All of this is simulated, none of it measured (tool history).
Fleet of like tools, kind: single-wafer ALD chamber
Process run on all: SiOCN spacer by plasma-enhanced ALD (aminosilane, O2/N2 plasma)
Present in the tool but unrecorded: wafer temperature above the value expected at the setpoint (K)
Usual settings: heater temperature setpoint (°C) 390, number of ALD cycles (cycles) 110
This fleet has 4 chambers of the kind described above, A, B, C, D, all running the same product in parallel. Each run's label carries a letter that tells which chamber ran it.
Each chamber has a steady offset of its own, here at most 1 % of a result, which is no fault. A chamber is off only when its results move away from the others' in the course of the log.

run   hour  heater temperature setpoint (°C)  number of ALD cycles (cycles)  hours since the last thermocouple change  read-back reference wafer on the same gauge, thickness_nm  mean film thickness on the monitor wafer (Å)
 1A    4.6                               390                            110                                    1081.3                                                     5.3899                                        66.074
 2D    7.9                               390                            110                                    1422.8                                                     5.3903                                        66.061
       8.3  -- chamber D: thermocouple changed; heater temperature recalibrated
 3C   12.2                               390                            110                                    1471.8                                                     5.3934                                        66.360
 4B   19.3                               390                            110                                     252.3                                                     5.3957                                        66.693
 5C   22.5                               390                            110                                    1482.1                                                     5.3958                                        66.587
 6D   27.6                               390                            110                                      19.3                                                     5.3990                                        66.344
 7B   33.3                               390                            110                                     266.3                                                     5.3980                                        66.613
 8A   37.4                               390                            110                                    1114.1                                                     5.3991                                        65.961
 9C   44.2                               390                            110                                    1503.8                                                     5.4027                                        66.402
10B   49.4                               390                            110                                     282.4                                                     5.4037                                        66.659
11D   56.0                               390                            110                                      47.7                                                     5.4033                                        66.346
12A   59.4                               390                            110                                    1136.1                                                     5.4048                                        66.206
13B   64.0                               377                            110                                     297.0                                                     5.4079                                        66.886
14C   69.6                               377                            110                                    1529.2                                                     5.4073                                        66.374
15D   74.9                               377                            110                                      66.6                                                     5.4088                                        66.296
16A   81.3                               377                            110                                    1158.0                                                     5.4145                                        66.315
17A   85.9                               384                            125                                    1162.6                                                     5.4136                                        75.511
18C   92.1                               384                            125                                    1551.7                                                     5.4163                                        75.798
19D   99.0                               384                            125                                      90.7                                                     5.4164                                        75.556
20B  104.9                               384                            125                                     337.9                                                     5.4158                                        76.056
21C  110.4                               390                            110                                    1570.0                                                     5.4195                                        66.595
22D  113.8                               390                            110                                     105.5                                                     5.4221                                        66.423
23A  119.4                               390                            110                                    1196.1                                                     5.4201                                        66.364
24B  124.4                               402                            119                                     357.4                                                     5.4208                                        71.785
25B  128.1                               402                            119                                     361.1                                                     5.4261                                        71.978
26A  131.7                               402                            119                                    1208.4                                                     5.4257                                        71.635
27C  135.4                               402                            119                                    1595.0                                                     5.4264                                        71.985

Has any chamber moved away from the others, gradually or after a service, or does the common gauge drift, or do the chambers differ only by their own small steady offsets? State the chamber and the most likely cause if one applies.

The gauge drifts, so all chambers seem to drift together. No chamber is off.
Likeliest cause: gauge reads high (%) = 0.69.

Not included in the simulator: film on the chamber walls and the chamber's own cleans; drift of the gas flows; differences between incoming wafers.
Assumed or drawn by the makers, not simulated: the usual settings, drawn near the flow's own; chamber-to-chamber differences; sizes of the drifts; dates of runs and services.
